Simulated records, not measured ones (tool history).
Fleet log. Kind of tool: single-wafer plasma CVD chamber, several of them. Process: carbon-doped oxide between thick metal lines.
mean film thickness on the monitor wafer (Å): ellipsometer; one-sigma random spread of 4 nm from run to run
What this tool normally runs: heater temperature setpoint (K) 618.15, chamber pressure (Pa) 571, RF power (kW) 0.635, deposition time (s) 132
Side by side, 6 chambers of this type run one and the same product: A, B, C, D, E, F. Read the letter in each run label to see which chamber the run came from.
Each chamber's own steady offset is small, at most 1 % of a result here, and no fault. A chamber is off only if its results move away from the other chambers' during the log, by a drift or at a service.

run	hour	heater temperature setpoint (K)	chamber pressure (Pa)	RF power (kW)	deposition time (s)	read-back reference wafer on the same gauge, thickness_nm	mean film thickness on the monitor wafer (Å)
1D	5.5	618.15	571	0.635	132	798.23	7640.9
# hour 7.6: chamber E: capacitance manometer re-zeroed and calibrated
2F	9.9	618.15	571	0.635	132	798.27	7519.5
3E	16.6	618.15	571	0.635	132	798.38	7715.0
4A	21.2	618.15	571	0.635	132	798.23	7523.1
5B	27.9	618.15	571	0.635	132	797.61	7544.0
6C	34.1	629.15	571	0.635	132	799.56	7472.3
7C	41.7	629.15	571	0.635	132	798.02	7381.6
8B	45.4	629.15	571	0.635	132	797.62	7354.2
9A	49.4	629.15	571	0.635	132	799.03	7433.8
10D	53.4	629.15	571	0.635	132	798.77	7448.2
11E	58.8	629.15	571	0.635	132	799.22	7440.2
# hour 63.1: chamber A: thermocouple changed; heater temperature recalibrated
12F	65.2	618.15	571	0.635	132	797.45	7583.9
13E	70.8	618.15	571	0.635	132	797.46	7693.8
14B	77.0	618.15	571	0.635	132	798.46	7468.0
15C	82.0	618.15	571	0.540	132	798.38	6968.2
16A	87.0	618.15	571	0.540	132	798.55	6867.2
17D	94.0	618.15	571	0.540	132	797.61	6961.4
18F	101.1	618.15	571	0.540	132	798.37	6796.2
19E	109.5	618.15	571	0.540	132	797.46	6974.7
20A	114.8	618.15	571	0.540	132	798.14	6896.8
21C	118.6	613.15	571	0.635	132	798.20	7702.2
22F	126.3	613.15	571	0.635	132	798.52	7624.9
23B	133.5	613.15	571	0.635	132	796.74	7541.1
24D	137.2	613.15	571	0.635	132	797.80	7802.8
25B	141.4	613.15	571	0.635	132	798.50	7570.0
26F	147.8	613.15	571	0.635	132	797.59	7648.2
27C	153.9	618.15	571	0.635	132	798.47	7632.8
28E	160.4	618.15	571	0.635	132	798.42	7687.8
29A	165.0	618.15	571	0.635	132	798.28	7561.3
30D	169.0	618.15	571	0.635	132	797.51	7675.7
31F	177.1	618.15	571	0.635	132	798.61	7502.3
32D	183.4	618.15	571	0.535	132	798.61	6886.6
33C	189.5	618.15	571	0.535	132	797.20	6868.8
34A	195.5	618.15	571	0.535	132	797.90	6860.6
# hour 201.6: chamber E: RF generator calibrated
35E	202.1	618.15	571	0.535	132	797.66	6983.2
36B	209.4	618.15	571	0.535	132	798.89	6566.6
37E	214.7	618.15	571	0.535	132	798.82	6899.8

Has any chamber moved away from the others, gradually or after a service, or does the common gauge drift, or do the chambers differ only by their own small steady offsets? State the chamber and the most likely cause if one applies.

Little by little, chamber B moves away from the other chambers.
Most likely cause: delivered RF power below the setpoint (%) = 6.52.

Here are 4 candidates for chamber B's next run, each the usual settings with a change, their results left as question marks. Which one brings its results back in line with what the others give on the usual settings?
In line here means within this much of the mean the other chambers give on the usual settings: mean film thickness on the monitor wafer (Å) 140.0
38B-1	220.8	618.15	571	0.680	132		?
38B-2	220.8	618.15	571	0.635	131		?
38B-3	220.8	634.15	571	0.635	132		?
38B-4	220.8	618.15	571	0.635	133		?

The other chambers' mean on the usual settings: mean film thickness on the monitor wafer (Å) 7601.2
run	mean film thickness on the monitor wafer (Å)
38B-1	7572.7
38B-2	7206.2
38B-3	6971.7
38B-4	7315.8
It is 38B-1 that realigns the chamber with its peers.
